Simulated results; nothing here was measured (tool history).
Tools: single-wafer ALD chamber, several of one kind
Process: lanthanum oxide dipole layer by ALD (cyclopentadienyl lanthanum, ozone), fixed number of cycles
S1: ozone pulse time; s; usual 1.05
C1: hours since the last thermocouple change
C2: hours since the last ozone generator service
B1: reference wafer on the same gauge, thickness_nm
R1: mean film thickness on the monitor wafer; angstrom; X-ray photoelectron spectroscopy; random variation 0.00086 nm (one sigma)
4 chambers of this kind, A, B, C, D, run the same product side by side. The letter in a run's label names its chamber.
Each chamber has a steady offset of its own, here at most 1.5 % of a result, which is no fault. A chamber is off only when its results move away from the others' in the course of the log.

{"run": "1D", "day": 0.246, "S1": 1.05, "C1": 133.4, "C2": 139.3, "B1": 0.43873, "R1": 5.157}
{"run": "2A", "day": 0.488, "S1": 1.05, "C1": 578.4, "C2": 449.3, "B1": 0.43886, "R1": 5.104}
{"run": "3B", "day": 0.733, "S1": 1.05, "C1": 2243.4, "C2": 524.6, "B1": 0.4389, "R1": 5.1445}
{"run": "4C", "day": 1.142, "S1": 1.05, "C1": 338.4, "C2": 71.8, "B1": 0.43876, "R1": 5.1083}
{"run": "5B", "day": 1.529, "S1": 1.05, "C1": 2262.5, "C2": 543.7, "B1": 0.43869, "R1": 5.1319}
{"day": 1.821, "done": "chamber B: thermocouple changed; heater temperature recalibrated"}
{"run": "6C", "day": 1.979, "S1": 1.05, "C1": 358.5, "C2": 91.9, "B1": 0.43839, "R1": 5.1086}
{"run": "7D", "day": 2.329, "S1": 1.05, "C1": 183.4, "C2": 189.3, "B1": 0.43835, "R1": 5.1315}
{"run": "8A", "day": 2.675, "S1": 1.05, "C1": 630.9, "C2": 501.8, "B1": 0.43831, "R1": 5.1101}
{"run": "9D", "day": 2.946, "S1": 1.05, "C1": 198.2, "C2": 204.1, "B1": 0.43838, "R1": 5.1318}
{"run": "10A", "day": 3.329, "S1": 1.05, "C1": 646.6, "C2": 517.5, "B1": 0.43798, "R1": 5.0946}
{"run": "11B", "day": 3.575, "S1": 1.05, "C1": 42.2, "C2": 592.8, "B1": 0.43828, "R1": 5.1402}
{"run": "12C", "day": 4.029, "S1": 0.68, "C1": 407.7, "C2": 141.1, "B1": 0.43795, "R1": 4.3376}
{"run": "13B", "day": 4.475, "S1": 0.68, "C1": 63.8, "C2": 614.4, "B1": 0.43801, "R1": 4.3658}
{"run": "14A", "day": 4.712, "S1": 0.68, "C1": 679.8, "C2": 550.7, "B1": 0.43788, "R1": 4.3006}
{"run": "15C", "day": 4.95, "S1": 0.68, "C1": 429.8, "C2": 163.2, "B1": 0.43786, "R1": 4.3292}
{"run": "16D", "day": 5.192, "S1": 1.05, "C1": 252.1, "C2": 258, "B1": 0.43769, "R1": 5.1272}
{"run": "17A", "day": 5.454, "S1": 0.89, "C1": 697.6, "C2": 568.5, "B1": 0.43771, "R1": 4.8235}
{"run": "18B", "day": 5.85, "S1": 0.89, "C1": 96.8, "C2": 647.4, "B1": 0.43761, "R1": 4.8483}
{"run": "19D", "day": 6.158, "S1": 0.89, "C1": 275.3, "C2": 281.2, "B1": 0.43747, "R1": 4.8681}
{"run": "20C", "day": 6.646, "S1": 0.89, "C1": 470.5, "C2": 203.9, "B1": 0.43727, "R1": 4.8137}
{"run": "21B", "day": 7.05, "S1": 0.75, "C1": 125.6, "C2": 676.2, "B1": 0.43733, "R1": 4.5532}
{"run": "22A", "day": 7.325, "S1": 0.75, "C1": 742.5, "C2": 613.4, "B1": 0.43719, "R1": 4.4957}
{"run": "23C", "day": 7.758, "S1": 0.75, "C1": 497.2, "C2": 230.6, "B1": 0.43719, "R1": 4.5268}
{"run": "24D", "day": 8.092, "S1": 0.75, "C1": 321.7, "C2": 327.6, "B1": 0.43703, "R1": 4.5446}
{"run": "25C", "day": 8.533, "S1": 1.05, "C1": 515.8, "C2": 249.2, "B1": 0.43691, "R1": 5.085}
{"run": "26A", "day": 8.983, "S1": 1.05, "C1": 782.3, "C2": 653.2, "B1": 0.43706, "R1": 5.0789}
{"run": "27B", "day": 9.225, "S1": 1.05, "C1": 177.8, "C2": 728.4, "B1": 0.43664, "R1": 5.1042}
{"run": "28D", "day": 9.504, "S1": 1.05, "C1": 355.6, "C2": 361.5, "B1": 0.43682, "R1": 5.1189}
{"day": 9.829, "done": "chamber B: ozone generator serviced"}
{"run": "29C", "day": 9.838, "S1": 1.05, "C1": 547.1, "C2": 280.5, "B1": 0.43668, "R1": 5.079}
{"run": "30B", "day": 10.254, "S1": 1.05, "C1": 202.5, "C2": 10.3, "B1": 0.4365, "R1": 5.1144}
{"run": "31A", "day": 10.725, "S1": 1.05, "C1": 824.1, "C2": 695, "B1": 0.43643, "R1": 5.0682}
{"run": "32D", "day": 11.138, "S1": 1.05, "C1": 394.8, "C2": 400.7, "B1": 0.43632, "R1": 5.1083}
{"run": "33B", "day": 11.412, "S1": 1.05, "C1": 230.3, "C2": 38.1, "B1": 0.43636, "R1": 5.1023}
{"run": "34A", "day": 11.904, "S1": 1.05, "C1": 852.4, "C2": 723.3, "B1": 0.43601, "R1": 5.0729}
{"run": "35C", "day": 12.4, "S1": 1.05, "C1": 608.6, "C2": 342, "B1": 0.43588, "R1": 5.0575}

Next, every chamber runs the same settings. What will each give?
{"run": "36A", "day": 12.758, "S1": 1.05, "R1": "?"}
{"run": "36B", "day": 12.758, "S1": 1.05, "R1": "?"}
{"run": "36C", "day": 12.758, "S1": 1.05, "R1": "?"}
{"run": "36D", "day": 12.758, "S1": 1.05, "R1": "?"}

run=36A R1=5.0771
run=36B R1=5.1283
run=36C R1=5.0869
run=36D R1=5.0989

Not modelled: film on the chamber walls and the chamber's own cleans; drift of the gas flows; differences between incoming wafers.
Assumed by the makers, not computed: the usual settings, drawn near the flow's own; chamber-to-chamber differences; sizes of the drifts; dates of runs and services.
